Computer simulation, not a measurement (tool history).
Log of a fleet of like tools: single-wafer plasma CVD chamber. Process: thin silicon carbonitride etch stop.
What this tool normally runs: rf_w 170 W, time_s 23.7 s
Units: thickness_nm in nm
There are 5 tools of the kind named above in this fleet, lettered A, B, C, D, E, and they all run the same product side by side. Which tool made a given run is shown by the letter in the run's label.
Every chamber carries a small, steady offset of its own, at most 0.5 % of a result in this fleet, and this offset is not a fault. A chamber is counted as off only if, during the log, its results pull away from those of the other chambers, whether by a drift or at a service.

run	hour	rf_w	time_s	hours since the last thermocouple change	hours since the last RF generator calibration	read-back reference wafer on the same gauge, thickness_nm	thickness_nm
1B	11.8	170	23.7	992.7	807.2	13.612	12.740
2D	24.5	170	23.7	2363.3	1434.5	13.592	12.829
3C	33.0	170	23.7	490.1	1061.3	13.605	12.883
4E	43.3	170	23.7	861.0	755.9	13.614	13.007
5A	58.9	170	23.7	1283.0	530.9	13.594	12.831
6A	67.3	170	23.7	1291.4	539.3	13.588	12.910
7D	79.6	170	23.7	2418.4	1489.6	13.594	12.829
8E	88.3	170	23.7	906.0	800.9	13.591	12.880
9B	102.8	170	23.7	1083.7	898.2	13.612	12.871
10C	116.9	170	23.7	574.0	1145.2	13.587	12.899
11D	130.8	170	23.7	2469.6	1540.8	13.593	12.799
12A	139.8	170	23.7	1363.9	611.8	13.605	12.856
13C	154.3	170	23.7	611.4	1182.6	13.600	12.943
14E	165.8	170	23.7	983.5	878.4	13.610	12.816
15B	176.8	170	23.7	1157.7	972.2	13.596	12.740
# hour 187.3: chamber B: RF generator calibrated
16C	189.0	170	23.7	646.1	1217.3	13.600	12.881
17D	205.4	170	23.7	2544.2	1615.4	13.594	12.878
18E	217.2	170	23.7	1034.9	929.8	13.602	12.811
19A	225.5	170	23.7	1449.6	697.5	13.602	12.830
20B	238.4	170	23.7	1219.3	51.2	13.598	12.861
21D	246.1	170	23.7	2584.9	1656.1	13.600	12.895
22A	258.9	170	23.7	1483.0	730.9	13.599	12.777
23C	272.6	170	23.7	729.7	1300.9	13.595	12.893
24E	283.7	170	23.7	1101.4	996.3	13.602	12.877
25B	294.8	170	23.7	1275.7	107.6	13.588	12.822
# hour 303.3: chamber D: thermocouple changed; heater temperature recalibrated
26A	310.3	170	23.7	1534.4	782.3	13.600	12.877
27C	326.6	135	22.0	783.7	1354.9	13.596	11.234
28D	334.3	135	22.0	31.0	1744.3	13.581	11.172
29B	348.6	135	22.0	1329.5	161.4	13.610	11.096
30E	359.5	135	22.0	1177.2	1072.1	13.591	11.167
31B	373.8	135	22.0	1354.7	186.6	13.597	11.065
32A	381.4	170	23.7	1605.5	853.4	13.601	12.771
33E	392.1	170	23.7	1209.8	1104.7	13.594	12.853
34D	406.3	170	23.7	103.0	1816.3	13.596	12.763
35C	416.6	170	23.7	873.7	1444.9	13.585	12.918

The same settings go to every chamber for the next run, one line per chamber below. Forecast the results for each:
36A	428.5	140	23.7				?
36B	428.5	140	23.7				?
36C	428.5	140	23.7				?
36D	428.5	140	23.7				?
36E	428.5	140	23.7				?

run	thickness_nm
36A	12.190
36B	12.073
36C	12.210
36D	12.058
36E	12.045
